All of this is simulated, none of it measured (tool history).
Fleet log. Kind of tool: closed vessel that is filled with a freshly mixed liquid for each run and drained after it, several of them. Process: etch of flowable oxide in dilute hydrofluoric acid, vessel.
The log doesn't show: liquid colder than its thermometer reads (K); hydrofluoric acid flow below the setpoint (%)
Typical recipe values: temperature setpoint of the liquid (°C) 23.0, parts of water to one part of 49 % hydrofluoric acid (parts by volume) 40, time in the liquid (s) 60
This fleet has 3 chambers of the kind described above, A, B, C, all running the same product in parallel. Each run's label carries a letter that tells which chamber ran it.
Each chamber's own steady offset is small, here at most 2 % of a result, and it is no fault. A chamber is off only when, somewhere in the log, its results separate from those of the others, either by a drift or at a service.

| run | hour | temperature setpoint of the liquid (°C) | parts of water to one part of 49 % hydrofluoric acid (parts by volume) | time in the liquid (s) | hours since the thermometer was replaced | hours since the hydrofluoric acid flow meter was replaced | read-back film thickness of the flowable oxide reference wafer, read on the same gauge (nm) | thickness taken off the flowable oxide on a monitor wafer (nm) |
|---|---|---|---|---|---|---|---|---|
|  | 2.3 | chamber A: thermometer replaced |
| 1A | 5.7 | 23.0 | 40 | 60 | 3.5 | 497.5 | 49.978 | 64.141 |
| 2C | 11.9 | 23.0 | 40 | 60 | 738.9 | 507.1 | 50.008 | 65.025 |
| 3B | 19.3 | 23.0 | 40 | 60 | 1718.5 | 397.2 | 50.017 | 64.858 |
| 4B | 26.5 | 23.0 | 40 | 60 | 1725.7 | 404.4 | 50.008 | 64.976 |
| 5C | 32.4 | 23.0 | 40 | 60 | 759.4 | 527.6 | 50.048 | 64.790 |
| 6A | 39.3 | 23.0 | 40 | 60 | 37.1 | 531.1 | 49.982 | 63.840 |
| 7B | 44.6 | 23.0 | 40 | 60 | 1743.8 | 422.5 | 50.035 | 65.118 |
| 8A | 50.4 | 23.0 | 40 | 60 | 48.2 | 542.2 | 50.009 | 63.754 |
| 9C | 55.7 | 24.5 | 40 | 60 | 782.7 | 550.9 | 50.001 | 68.625 |
| 10B | 61.8 | 24.5 | 40 | 60 | 1761.0 | 439.7 | 49.987 | 69.222 |
| 11C | 69.3 | 24.5 | 40 | 60 | 796.3 | 564.5 | 50.016 | 69.010 |
| 12A | 76.7 | 23.0 | 40 | 60 | 74.5 | 568.5 | 50.004 | 62.997 |
| 13B | 82.0 | 23.0 | 60 | 60 | 1781.2 | 459.9 | 49.990 | 41.994 |
| 14C | 87.8 | 23.0 | 60 | 60 | 814.8 | 583.0 | 49.996 | 42.428 |
| 15A | 93.7 | 23.0 | 60 | 60 | 91.5 | 585.5 | 50.009 | 40.260 |
| 16A | 98.6 | 23.0 | 40 | 60 | 96.4 | 590.4 | 50.030 | 62.443 |
| 17B | 105.0 | 23.0 | 40 | 60 | 1804.2 | 482.9 | 50.018 | 64.559 |
| 18C | 109.9 | 23.0 | 40 | 60 | 836.9 | 605.1 | 50.011 | 64.511 |
| 19A | 117.8 | 23.0 | 40 | 60 | 115.6 | 609.6 | 50.004 | 60.851 |
| 20B | 124.7 | 18.5 | 40 | 60 | 1823.9 | 502.6 | 49.954 | 54.277 |
| 21C | 128.9 | 18.5 | 40 | 60 | 855.9 | 624.1 | 50.037 | 53.347 |
| 22C | 133.0 | 18.5 | 40 | 60 | 860.0 | 628.2 | 49.997 | 53.860 |
| 23B | 140.5 | 23.0 | 40 | 60 | 1839.7 | 518.4 | 49.978 | 65.004 |
| 24A | 146.8 | 23.0 | 40 | 60 | 144.6 | 638.6 | 50.020 | 59.877 |
| 25A | 151.6 | 23.0 | 40 | 60 | 149.4 | 643.4 | 50.009 | 59.919 |
| 26C | 155.2 | 23.0 | 40 | 60 | 882.2 | 650.4 | 50.011 | 64.342 |
| 27B | 159.5 | 23.0 | 40 | 60 | 1858.7 | 537.4 | 49.983 | 65.668 |
| 28A | 164.8 | 23.0 | 40 | 60 | 162.6 | 656.6 | 50.002 | 58.694 |

One chamber off, gauge drift, or nothing amiss beyond the chambers' own small offsets? If it is a chamber, which one, and what is the likeliest cause?

Chamber A drifts away from the others.
Likeliest cause: hydrofluoric acid flow below the setpoint (%) = 7.82.
The log may not separate it from: liquid colder than its thermometer reads (K).

Chamber A could run next with any of the 4 candidate recipes listed below; each alters the usual settings, and their results appear as question marks. Which one brings its results back in line with what the other chambers deliver on the usual settings?
In line means no further than this from the other chambers' mean on the usual settings: thickness taken off the flowable oxide on a monitor wafer (nm) 1.400
| 29A-1 | 170.4 | 20.5 | 40 | 60 |  |  |  | ? |
| 29A-2 | 170.4 | 25.5 | 40 | 60 |  |  |  | ? |
| 29A-3 | 170.4 | 24.0 | 40 | 60 |  |  |  | ? |
| 29A-4 | 170.4 | 22.0 | 40 | 60 |  |  |  | ? |

Average result of the remaining chambers running the usual settings: thickness taken off the flowable oxide on a monitor wafer (nm) 64.835
| run | thickness taken off the flowable oxide on a monitor wafer (nm) |
|---|---|
| 29A-1 | 53.019 |
| 29A-2 | 65.091 |
| 29A-3 | 61.246 |
| 29A-4 | 56.440 |
The right change is 29A-2: it brings the chamber back within the allowed miss of the others.
